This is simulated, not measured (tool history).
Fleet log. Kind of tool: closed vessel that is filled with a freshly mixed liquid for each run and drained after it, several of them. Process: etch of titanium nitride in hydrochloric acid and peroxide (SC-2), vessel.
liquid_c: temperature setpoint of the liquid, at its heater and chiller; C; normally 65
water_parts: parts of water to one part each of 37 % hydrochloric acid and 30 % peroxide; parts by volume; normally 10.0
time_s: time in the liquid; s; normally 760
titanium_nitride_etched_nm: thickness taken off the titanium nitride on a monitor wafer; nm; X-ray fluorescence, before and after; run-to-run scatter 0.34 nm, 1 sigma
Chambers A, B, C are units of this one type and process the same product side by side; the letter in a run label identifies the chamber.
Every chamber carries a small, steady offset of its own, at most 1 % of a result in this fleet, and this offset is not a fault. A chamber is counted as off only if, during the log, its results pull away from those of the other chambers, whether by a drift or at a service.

run,day,liquid_c,water_parts,time_s,hours since the thermometer was replaced,hours since the chemicals flow meter was replaced,hours since the drum of peroxide was connected,"read-back film thickness of the titanium nitride reference wafer, read on the same gauge (nm)",titanium_nitride_etched_nm
1C,0.254,65,10.0,760,263.3,1180.0,35.7,90.005,42.144
2A,0.446,65,10.0,760,1817.6,266.7,423.9,90.014,42.168
3B,0.633,65,10.0,760,644.6,322.7,520.0,90.011,41.690
4B,0.883,65,10.0,760,650.6,328.7,526.0,90.002,41.682
5A,1.238,65,10.0,760,1836.6,285.7,442.9,89.982,41.843
6C,1.575,57,5.5,760,295.0,1211.7,67.4,89.997,39.642
7C,1.812,57,5.5,760,300.7,1217.4,73.1,89.963,40.036
8A,2.146,57,5.5,760,1858.4,307.5,464.7,89.989,40.333
9B,2.512,65,10.0,760,689.7,367.8,565.1,90.021,40.184
10A,2.900,65,10.0,760,1876.5,325.6,482.8,90.060,41.665
11B,3.150,60,10.0,955,705.0,383.1,580.4,89.942,37.611
# day 3.329: chamber B: new drum of peroxide connected
12C,3.354,60,10.0,955,337.7,1254.4,110.1,89.979,38.640
13A,3.671,60,10.0,955,1895.0,344.1,501.3,90.012,37.947
14B,3.996,65,10.0,760,725.3,403.4,16.0,90.011,39.875
15C,4.250,65,7.0,760,359.2,1275.9,131.6,89.989,55.955
16C,4.438,65,7.0,760,363.7,1280.4,136.1,90.010,55.119
17A,4.708,65,7.0,760,1919.9,369.0,526.2,90.010,55.732
18B,4.942,65,8.0,760,748.0,426.1,38.7,90.020,48.039
19A,5.304,65,8.0,760,1934.2,383.3,540.5,90.015,49.506
20B,5.612,65,8.0,760,764.1,442.2,54.8,90.034,47.478
21C,5.854,65,10.0,760,397.7,1314.4,170.1,90.008,42.235
22B,6.129,65,8.5,760,776.5,454.6,67.2,90.017,44.952
23C,6.483,65,8.5,760,412.8,1329.5,185.2,89.950,47.176
24A,6.862,65,8.5,760,1971.6,420.7,577.9,90.012,47.513
25B,7.229,65,10.0,760,802.9,481.0,93.6,90.014,38.887
26A,7.471,65,10.0,760,1986.2,435.3,592.5,90.031,41.789
27C,7.717,65,10.0,760,442.4,1359.1,214.8,90.017,41.742
28C,8.083,65,10.0,760,451.2,1367.9,223.6,89.990,42.065
29B,8.296,65,10.0,760,828.5,506.6,119.2,90.020,38.779
30A,8.500,65,10.0,760,2010.9,460.0,617.2,90.005,41.685
31C,8.800,65,10.0,760,468.4,1385.1,240.8,89.999,42.013
32B,9.071,65,10.0,760,847.1,525.2,137.8,90.028,38.204

Each of the 3 chambers runs these same settings next. Fill in every chamber's results:
33A,9.350,65,15.0,760,,,,,?
33B,9.350,65,15.0,760,,,,,?
33C,9.350,65,15.0,760,,,,,?

run,titanium_nitride_etched_nm
33A,29.322
33B,26.529
33C,29.768

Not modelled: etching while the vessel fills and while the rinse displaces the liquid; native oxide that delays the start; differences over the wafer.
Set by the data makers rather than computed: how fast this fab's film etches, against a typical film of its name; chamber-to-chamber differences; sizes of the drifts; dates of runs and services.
